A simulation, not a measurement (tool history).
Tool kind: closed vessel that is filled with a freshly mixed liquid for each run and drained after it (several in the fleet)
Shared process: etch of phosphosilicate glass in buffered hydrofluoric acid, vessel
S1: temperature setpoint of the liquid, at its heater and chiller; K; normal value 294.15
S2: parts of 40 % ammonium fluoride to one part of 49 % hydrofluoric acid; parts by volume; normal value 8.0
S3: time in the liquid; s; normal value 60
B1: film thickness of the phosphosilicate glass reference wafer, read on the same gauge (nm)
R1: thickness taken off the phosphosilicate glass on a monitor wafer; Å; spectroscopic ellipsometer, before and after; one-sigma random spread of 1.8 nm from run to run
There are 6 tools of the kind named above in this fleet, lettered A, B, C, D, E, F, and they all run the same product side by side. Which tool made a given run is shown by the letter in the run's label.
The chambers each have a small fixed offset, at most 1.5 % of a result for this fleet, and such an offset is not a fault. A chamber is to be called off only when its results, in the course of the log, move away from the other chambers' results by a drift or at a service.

run	hour	S1	S2	S3	B1	R1
1F	7.2	294.15	8.0	60	140.00	1893.3
2D	16.5	294.15	8.0	60	140.03	1903.1
3C	25.2	294.15	8.0	60	140.00	1851.7
4B	33.6	294.15	8.0	60	139.99	1886.4
5E	43.2	294.15	6.0	60	139.98	2547.4
6A	50.2	294.15	6.0	60	139.99	2481.8
7A	58.4	294.15	6.0	60	139.99	2499.2
8E	63.7	294.15	6.0	60	140.01	2558.6
9C	69.4	294.15	6.0	60	140.02	2507.8
10B	77.0	294.15	6.0	60	140.00	2483.8
11D	85.3	298.15	10.5	60	140.03	1872.6
12F	92.6	298.15	10.5	60	140.00	1840.8
13E	97.1	298.15	10.5	60	140.00	1928.3
14F	103.4	298.15	10.5	60	140.01	1808.6
15D	109.3	298.15	10.5	60	139.99	1870.4
16C	119.0	298.15	10.5	60	140.03	1841.2
# hour 127.9: chamber D: thermometer replaced
17B	128.1	294.15	8.0	60	139.96	1862.5
18A	132.8	294.15	8.0	60	140.00	1903.3
19D	140.9	294.15	8.0	60	139.99	1905.8
20B	146.0	294.15	8.0	60	140.04	1888.0
21F	153.6	294.15	8.0	60	139.96	1872.1
# hour 154.4: chamber F: thermometer replaced
22C	158.4	294.15	8.0	60	140.00	1869.6
23A	167.5	294.15	8.0	60	140.01	1883.4
# hour 167.6: chamber C: hydrofluoric acid flow meter replaced
24E	175.4	294.15	8.0	60	140.01	2046.2
25A	183.3	294.15	8.0	60	140.00	1882.2
26C	193.0	294.15	8.0	60	139.99	1874.7
27B	197.4	294.15	8.0	60	140.01	1910.4
28E	204.2	294.15	6.0	60	139.98	2677.7
29F	208.8	294.15	6.0	60	140.02	2453.8
30D	214.5	294.15	6.0	60	140.01	2467.1
31F	221.3	294.15	6.0	60	140.00	2459.1
32A	228.4	294.15	6.0	60	140.00	2498.8
33B	234.2	294.15	6.0	60	139.98	2476.7
34E	240.4	294.15	8.0	60	140.02	2062.3
35C	249.6	294.15	8.0	60	140.02	1904.2
36D	255.7	294.15	8.0	60	139.98	1904.9
37E	264.5	294.15	8.0	60	139.98	2146.3
38D	271.2	294.15	8.0	60	140.01	1897.1

Next, every chamber runs the same settings. What will each give?
39A	278.2	290.65	8.0	60		?
39B	278.2	290.65	8.0	60		?
39C	278.2	290.65	8.0	60		?
39D	278.2	290.65	8.0	60		?
39E	278.2	290.65	8.0	60		?
39F	278.2	290.65	8.0	60		?

run	R1
39A	1540.1
39B	1537.1
39C	1563.4
39D	1552.1
39E	1742.1
39F	1539.2
